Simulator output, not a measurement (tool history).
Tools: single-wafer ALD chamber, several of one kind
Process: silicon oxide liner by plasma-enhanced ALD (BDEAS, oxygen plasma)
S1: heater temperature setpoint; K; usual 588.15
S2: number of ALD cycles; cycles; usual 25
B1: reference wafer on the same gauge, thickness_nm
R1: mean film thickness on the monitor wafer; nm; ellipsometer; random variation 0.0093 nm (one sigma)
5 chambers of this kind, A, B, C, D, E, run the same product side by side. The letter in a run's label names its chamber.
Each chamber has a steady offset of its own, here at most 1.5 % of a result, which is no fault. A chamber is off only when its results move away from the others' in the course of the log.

run   hour      S1  S2      B1      R1
 1D    3.9  588.15  25  2.0573  2.2508
 2C    7.1  588.15  25  2.0606  2.2652
 3A   10.9  588.15  25  2.0598  2.2786
 4E   15.1  588.15  25  2.0601  2.2756
 5B   18.6  588.15  25  2.0620  2.2601
 6B   22.4  588.15  25  2.0594  2.2636
 7D   27.1  588.15  27  2.0607  2.4675
 8C   32.8  588.15  27  2.0591  2.4244
 9A   37.1  588.15  27  2.0610  2.4703
10E   42.8  588.15  27  2.0610  2.4634
11D   48.8  588.15  27  2.0610  2.4626
12E   52.6  588.15  25  2.0626  2.2819
13C   57.2  588.15  25  2.0589  2.2760
14B   63.0  588.15  25  2.0607  2.2419
15A   66.2  588.15  25  2.0607  2.2785
16A   72.3  588.15  25  2.0581  2.2930
17D   76.3  588.15  25  2.0601  2.2908
18B   79.7  588.15  25  2.0604  2.2542
19C   84.7  588.15  25  2.0608  2.2708
20E   89.7  588.15  25  2.0599  2.2813
21D   94.3  588.15  25  2.0614  2.2867
22C   98.5  588.15  25  2.0611  2.2624
23E  104.0  588.15  25  2.0593  2.2746
24B  109.1  588.15  25  2.0576  2.2517
25A  114.6  588.15  25  2.0586  2.2701
26A  119.4  588.15  25  2.0605  2.2960
27C  124.5  588.15  25  2.0598  2.2590
28D  128.8  588.15  25  2.0615  2.2751
29B  132.5  588.15  25  2.0600  2.2447
30E  137.3  588.15  25  2.0592  2.2957
31A  142.8  588.15  25  2.0612  2.2895
32D  147.6  588.15  25  2.0576  2.2689
33E  152.8  588.15  25  2.0596  2.2815
34C  158.8  588.15  25  2.0593  2.2585
35B  162.4  588.15  23  2.0593  2.0755
36E  166.0  588.15  23  2.0613  2.0938
37C  172.1  588.15  23  2.0605  2.0887
38B  177.0  588.15  23  2.0596  2.0764
39D  182.8  588.15  23  2.0592  2.0969

What goes on in this fleet: one chamber off, a drifting gauge, or nothing beyond the chambers' own small offsets? Name the chamber and the cause, if any.

No chamber stands off beyond its own small offset, and the gauge holds steady.
